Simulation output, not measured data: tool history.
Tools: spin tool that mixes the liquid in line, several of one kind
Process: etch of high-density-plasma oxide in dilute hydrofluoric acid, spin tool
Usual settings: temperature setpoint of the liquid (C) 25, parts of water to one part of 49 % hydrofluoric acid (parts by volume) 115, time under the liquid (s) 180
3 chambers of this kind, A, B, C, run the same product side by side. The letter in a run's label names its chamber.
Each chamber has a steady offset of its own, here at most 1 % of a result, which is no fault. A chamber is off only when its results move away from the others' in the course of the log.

run   hour  temperature setpoint of the liquid (C)  parts of water to one part of 49 % hydrofluoric acid (parts by volume)  time under the liquid (s)  read-back film thickness of the high-density-plasma oxide reference wafer, read on the same gauge (nm)  thickness taken off the high-density-plasma oxide on a monitor wafer (nm)
 1C    5.7                                      25                                                                     115                        180                                                                                                  59.991                                                                     15.093
 2B    8.7                                      25                                                                     115                        180                                                                                                  60.009                                                                     14.853
 3A   12.8                                      25                                                                     115                        180                                                                                                  60.009                                                                     15.047
 4B   15.9                                      25                                                                     115                        180                                                                                                  60.001                                                                     15.109
 5C   19.1                                      25                                                                     115                        180                                                                                                   60.02                                                                     14.932
 6A   22.2                                      25                                                                     115                        180                                                                                                  59.975                                                                     14.741
      23.8  -- chamber C: thermometer replaced
 7B   27.3                                      25                                                                     115                        180                                                                                                  60.008                                                                     15.019
 8A   32.5                                    20.5                                                                     115                        180                                                                                                  59.986                                                                     12.492
 9C   36.1                                    20.5                                                                     115                        180                                                                                                  59.977                                                                     12.596
10C   42.1                                    20.5                                                                     115                        180                                                                                                  60.003                                                                     12.511
11A   45.7                                      25                                                                     115                        180                                                                                                  60.013                                                                     15.057
12B   51.7                                      25                                                                     115                        180                                                                                                  59.988                                                                     14.922
13A   54.5                                      25                                                                     115                        180                                                                                                  60.001                                                                     14.901
14C   59.8                                      25                                                                     115                        180                                                                                                  60.009                                                                     14.971
15B   64.8                                      25                                                                     115                        180                                                                                                  60.014                                                                     14.883
16A   70.9                                      25                                                                     115                        180                                                                                                  60.035                                                                     14.938
17B   77.1                                      25                                                                     115                        180                                                                                                  59.971                                                                     14.949
18C   83.3                                      25                                                                     115                        180                                                                                                  60.008                                                                      15.07
19C     89                                      25                                                                     115                        180                                                                                                  60.011                                                                     15.314
20B     93                                      25                                                                     115                        180                                                                                                  59.981                                                                     14.966
21A   97.7                                      25                                                                     115                        180                                                                                                  60.028                                                                     15.063
22C  100.9                                      25                                                                     115                        180                                                                                                  60.011                                                                     15.149
23A  104.7                                      25                                                                     115                        180                                                                                                  59.993                                                                     14.959
24B  110.7                                      25                                                                     115                        180                                                                                                  60.019                                                                     15.118
25B  116.5                                      25                                                                     115                        180                                                                                                  59.997                                                                     14.806
     118.1  -- chamber B: hydrofluoric acid flow meter replaced
26C  120.2                                      25                                                                     115                        180                                                                                                  59.985                                                                     15.064
27A  126.5                                      25                                                                     115                        180                                                                                                  59.999                                                                     15.446
28C  132.7                                      25                                                                     115                        180                                                                                                  60.006                                                                     15.042
29B  138.6                                      25                                                                     115                        180                                                                                                  59.983                                                                     15.071
30A    143                                      25                                                                     115                        115                                                                                                  59.979                                                                     9.9605
31A    146                                      25                                                                     115                        115                                                                                                  59.998                                                                      10.04
32C    149                                      25                                                                     115                        115                                                                                                  60.005                                                                     9.6743
33B  154.7                                      25                                                                     115                        180                                                                                                  59.989                                                                     15.036
34B  157.6                                    27.5                                                                     115                        180                                                                                                  60.005                                                                     16.414
35A  163.8                                    27.5                                                                     115                        180                                                                                                   60.01                                                                     17.378
36C  166.7                                    27.5                                                                     115                        180                                                                                                  59.998                                                                     16.664
37B  172.8                                      25                                                                     115                        180                                                                                                  60.018                                                                     14.905
38A    178                                      25                                                                     115                        180                                                                                                  59.969                                                                     16.048
39C  183.5                                      25                                                                     115                        180                                                                                                      60                                                                     15.047
40A  186.6                                      25                                                                     115                        180                                                                                                  59.999                                                                     15.984
41B  191.3                                      25                                                                     115                        180                                                                                                  60.032                                                                     15.054

Next, every chamber runs the same settings. What will each give?
42A   196                                      25                                                                     115                        180                                                                                                                                                                                  ?
42B   196                                      25                                                                     115                        180                                                                                                                                                                                  ?
42C   196                                      25                                                                     115                        180                                                                                                                                                                                  ?

run  thickness taken off the high-density-plasma oxide on a monitor wafer (nm)
42A                                                                     16.191
42B                                                                     15.036
42C                                                                     14.999
